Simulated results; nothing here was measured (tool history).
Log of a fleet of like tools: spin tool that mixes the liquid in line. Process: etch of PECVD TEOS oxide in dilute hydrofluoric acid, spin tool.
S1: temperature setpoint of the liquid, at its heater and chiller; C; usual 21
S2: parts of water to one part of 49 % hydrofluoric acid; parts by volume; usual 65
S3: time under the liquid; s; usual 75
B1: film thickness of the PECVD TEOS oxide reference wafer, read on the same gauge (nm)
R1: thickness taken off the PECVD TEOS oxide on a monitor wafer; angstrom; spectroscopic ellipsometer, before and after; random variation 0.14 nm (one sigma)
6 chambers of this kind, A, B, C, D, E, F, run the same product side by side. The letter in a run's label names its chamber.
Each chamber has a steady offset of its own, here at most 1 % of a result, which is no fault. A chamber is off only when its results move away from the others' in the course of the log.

run     day  S1  S2   S3      B1      R1
 1C   0.425  21  65   75  109.98  301.81
 2B   0.938  21  65   75  110.01  302.89
 3F   1.408  21  65   75  110.01  303.55
 4E     1.9  21  65   75     110  297.31
 5A   2.371  17  45   75  110.01  369.28
 6D   2.717  17  45   75  109.99  370.41
 7D   3.062  17  45   75  109.99  372.28
 8E   3.442  17  45   75  110.02  375.08
      3.575  -- chamber C: thermometer replaced
 9B   3.817  17  45   75  109.99  371.39
      3.904  -- chamber E: hydrofluoric acid flow meter replaced
10A   4.196  17  45   75  110.01  368.69
11F   4.621  21  65   75     110  301.89
12C    5.05  21  65   75     110  299.54
13F    5.35  21  65   75  110.03  304.59
14D   5.679  21  65   75     110  300.58
15A   6.212  24  65   30     110  134.82
16B   6.683  24  65   30  110.01  136.39
17C   7.192  24  65   30  110.01  134.86
18E   7.467  24  65   30  109.99  134.86
19D   7.846  24  65   30  110.02  135.01
20C     8.1  24  65   30  110.01  134.28
21F   8.371  21  65   75  110.01  304.64
22B   8.671  21  65   75     110  300.48
23A   9.096  21  65   75  109.99  302.63
24E   9.654  21  65   75  110.02  298.23
25C  10.175  21  65   75  109.99  293.32
26B  10.512  21  45   35  110.01  206.39
     10.621  -- chamber A: thermometer replaced
27D  11.038  21  45   35  110.03  206.04
28F   11.55  21  45   35  109.98  211.42
     11.779  -- chamber B: hydrofluoric acid flow meter replaced
29E   11.85  21  45   35  110.02  205.99
     12.083  -- chamber E: thermometer replaced
30A  12.183  21  45   35  109.99  206.95
31F  12.504  21  45   35  110.01  211.79
32C  12.871  21  65   75  110.01  289.86
33E  13.275  26  65  100  110.01  492.12
34B  13.792  26  65  100     110  488.87
     14.171  -- chamber D: hydrofluoric acid flow meter replaced
35A   14.25  26  65  100     110  489.96
36D  14.692  26  65  100  110.03  491.77

All 6 chambers run these settings next. Forecast each chamber's results:
37A  15.096  21  65  75       ?
37B  15.096  21  65  75       ?
37C  15.096  21  65  75       ?
37D  15.096  21  65  75       ?
37E  15.096  21  65  75       ?
37F  15.096  21  65  75       ?

run      R1
37A  299.69
37B  301.71
37C  289.58
37D  300.33
37E  298.82
37F  302.84
